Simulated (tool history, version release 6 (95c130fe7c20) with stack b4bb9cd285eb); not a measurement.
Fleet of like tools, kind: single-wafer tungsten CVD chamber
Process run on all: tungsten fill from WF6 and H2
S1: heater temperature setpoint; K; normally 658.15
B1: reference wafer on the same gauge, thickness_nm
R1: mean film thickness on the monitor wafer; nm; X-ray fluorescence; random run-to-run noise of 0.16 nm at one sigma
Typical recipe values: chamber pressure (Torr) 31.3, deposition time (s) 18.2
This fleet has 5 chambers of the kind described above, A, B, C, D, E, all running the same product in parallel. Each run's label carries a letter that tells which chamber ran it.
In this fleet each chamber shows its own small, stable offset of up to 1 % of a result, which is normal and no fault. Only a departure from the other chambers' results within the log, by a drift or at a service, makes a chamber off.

{"run": "1E", "hour": 11.7, "S1": 658.15, "chamber pressure (Torr)": 31.3, "deposition time (s)": 18.2, "B1": 37.29, "R1": 40.089}
{"run": "2B", "hour": 22.0, "S1": 658.15, "chamber pressure (Torr)": 31.3, "deposition time (s)": 18.2, "B1": 37.322, "R1": 39.93}
{"run": "3D", "hour": 31.4, "S1": 658.15, "chamber pressure (Torr)": 31.3, "deposition time (s)": 18.2, "B1": 37.284, "R1": 40.183}
{"run": "4C", "hour": 41.4, "S1": 658.15, "chamber pressure (Torr)": 31.3, "deposition time (s)": 18.2, "B1": 37.258, "R1": 40.529}
{"run": "5A", "hour": 52.2, "S1": 658.15, "chamber pressure (Torr)": 31.3, "deposition time (s)": 18.2, "B1": 37.296, "R1": 39.973}
{"run": "6B", "hour": 65.1, "S1": 658.15, "chamber pressure (Torr)": 31.3, "deposition time (s)": 18.2, "B1": 37.297, "R1": 40.282}
{"run": "7C", "hour": 72.8, "S1": 667.15, "chamber pressure (Torr)": 31.3, "deposition time (s)": 18.2, "B1": 37.268, "R1": 47.848}
{"run": "8D", "hour": 79.6, "S1": 667.15, "chamber pressure (Torr)": 31.3, "deposition time (s)": 18.2, "B1": 37.281, "R1": 47.932}
{"run": "9E", "hour": 89.8, "S1": 667.15, "chamber pressure (Torr)": 31.3, "deposition time (s)": 18.2, "B1": 37.281, "R1": 47.706}
{"run": "10A", "hour": 98.7, "S1": 667.15, "chamber pressure (Torr)": 31.3, "deposition time (s)": 18.2, "B1": 37.278, "R1": 48.083}
{"hour": 108.2, "done": "chamber D: capacitance manometer re-zeroed and calibrated"}
{"run": "11C", "hour": 110.6, "S1": 667.15, "chamber pressure (Torr)": 31.3, "deposition time (s)": 18.2, "B1": 37.299, "R1": 47.911}
{"run": "12B", "hour": 122.4, "S1": 658.15, "chamber pressure (Torr)": 31.3, "deposition time (s)": 18.2, "B1": 37.338, "R1": 40.009}
{"run": "13A", "hour": 129.3, "S1": 658.15, "chamber pressure (Torr)": 31.3, "deposition time (s)": 18.2, "B1": 37.319, "R1": 40.022}
{"hour": 139.2, "done": "chamber A: capacitance manometer re-zeroed and calibrated"}
{"run": "14D", "hour": 141.3, "S1": 658.15, "chamber pressure (Torr)": 31.3, "deposition time (s)": 18.2, "B1": 37.347, "R1": 40.212}
{"run": "15E", "hour": 155.6, "S1": 658.15, "chamber pressure (Torr)": 31.3, "deposition time (s)": 18.2, "B1": 37.272, "R1": 40.249}
{"run": "16B", "hour": 166.2, "S1": 658.15, "chamber pressure (Torr)": 31.3, "deposition time (s)": 18.2, "B1": 37.298, "R1": 40.004}
{"run": "17D", "hour": 172.5, "S1": 658.15, "chamber pressure (Torr)": 31.3, "deposition time (s)": 18.2, "B1": 37.277, "R1": 39.827}
{"run": "18C", "hour": 178.8, "S1": 658.15, "chamber pressure (Torr)": 31.3, "deposition time (s)": 15, "B1": 37.278, "R1": 33.201}
{"run": "19E", "hour": 188.5, "S1": 658.15, "chamber pressure (Torr)": 31.3, "deposition time (s)": 15, "B1": 37.268, "R1": 33.356}
{"run": "20A", "hour": 198.5, "S1": 658.15, "chamber pressure (Torr)": 31.3, "deposition time (s)": 15, "B1": 37.301, "R1": 33.056}
{"hour": 209.6, "done": "chamber E: thermocouple changed; heater temperature recalibrated"}
{"run": "21C", "hour": 211.5, "S1": 658.15, "chamber pressure (Torr)": 31.3, "deposition time (s)": 15, "B1": 37.293, "R1": 33.369}
{"run": "22E", "hour": 224.1, "S1": 658.15, "chamber pressure (Torr)": 31.3, "deposition time (s)": 15, "B1": 37.313, "R1": 32.487}
{"run": "23D", "hour": 230.5, "S1": 658.15, "chamber pressure (Torr)": 31.3, "deposition time (s)": 18.2, "B1": 37.273, "R1": 40.06}
{"run": "24B", "hour": 242.2, "S1": 658.15, "chamber pressure (Torr)": 27.6, "deposition time (s)": 21.7, "B1": 37.348, "R1": 45.325}
{"run": "25A", "hour": 253.2, "S1": 658.15, "chamber pressure (Torr)": 27.6, "deposition time (s)": 21.7, "B1": 37.262, "R1": 45.293}
{"run": "26B", "hour": 263.8, "S1": 658.15, "chamber pressure (Torr)": 27.6, "deposition time (s)": 21.7, "B1": 37.297, "R1": 45.294}
{"run": "27D", "hour": 273.6, "S1": 658.15, "chamber pressure (Torr)": 27.6, "deposition time (s)": 21.7, "B1": 37.291, "R1": 45.307}
{"hour": 280.5, "done": "chamber B: thermocouple changed; heater temperature recalibrated"}
{"run": "28C", "hour": 284.2, "S1": 658.15, "chamber pressure (Torr)": 27.6, "deposition time (s)": 21.7, "B1": 37.336, "R1": 45.547}
{"run": "29A", "hour": 297.5, "S1": 658.15, "chamber pressure (Torr)": 31.3, "deposition time (s)": 18.2, "B1": 37.296, "R1": 40.306}
{"run": "30E", "hour": 305.9, "S1": 658.15, "chamber pressure (Torr)": 31.3, "deposition time (s)": 18.2, "B1": 37.278, "R1": 38.802}
{"run": "31E", "hour": 312.5, "S1": 658.15, "chamber pressure (Torr)": 31.3, "deposition time (s)": 18.2, "B1": 37.296, "R1": 39.088}
{"run": "32B", "hour": 324.5, "S1": 658.15, "chamber pressure (Torr)": 31.3, "deposition time (s)": 18.2, "B1": 37.324, "R1": 40.003}
{"run": "33A", "hour": 336.9, "S1": 658.15, "chamber pressure (Torr)": 31.3, "deposition time (s)": 16.9, "B1": 37.291, "R1": 37.105}
{"run": "34C", "hour": 343.4, "S1": 658.15, "chamber pressure (Torr)": 31.3, "deposition time (s)": 16.9, "B1": 37.316, "R1": 37.465}
{"run": "35D", "hour": 353.0, "S1": 658.15, "chamber pressure (Torr)": 31.3, "deposition time (s)": 16.9, "B1": 37.305, "R1": 37.783}

The same settings go to every chamber for the next run, one line per chamber below. Forecast the results for each:
{"run": "36A", "hour": 363.4, "S1": 666.15, "chamber pressure (Torr)": 31.3, "deposition time (s)": 18.2, "R1": "?"}
{"run": "36B", "hour": 363.4, "S1": 666.15, "chamber pressure (Torr)": 31.3, "deposition time (s)": 18.2, "R1": "?"}
{"run": "36C", "hour": 363.4, "S1": 666.15, "chamber pressure (Torr)": 31.3, "deposition time (s)": 18.2, "R1": "?"}
{"run": "36D", "hour": 363.4, "S1": 666.15, "chamber pressure (Torr)": 31.3, "deposition time (s)": 18.2, "R1": "?"}
{"run": "36E", "hour": 363.4, "S1": 666.15, "chamber pressure (Torr)": 31.3, "deposition time (s)": 18.2, "R1": "?"}

run=36A R1=46.842
run=36B R1=46.977
run=36C R1=47.104
run=36D R1=47.002
run=36E R1=46.018
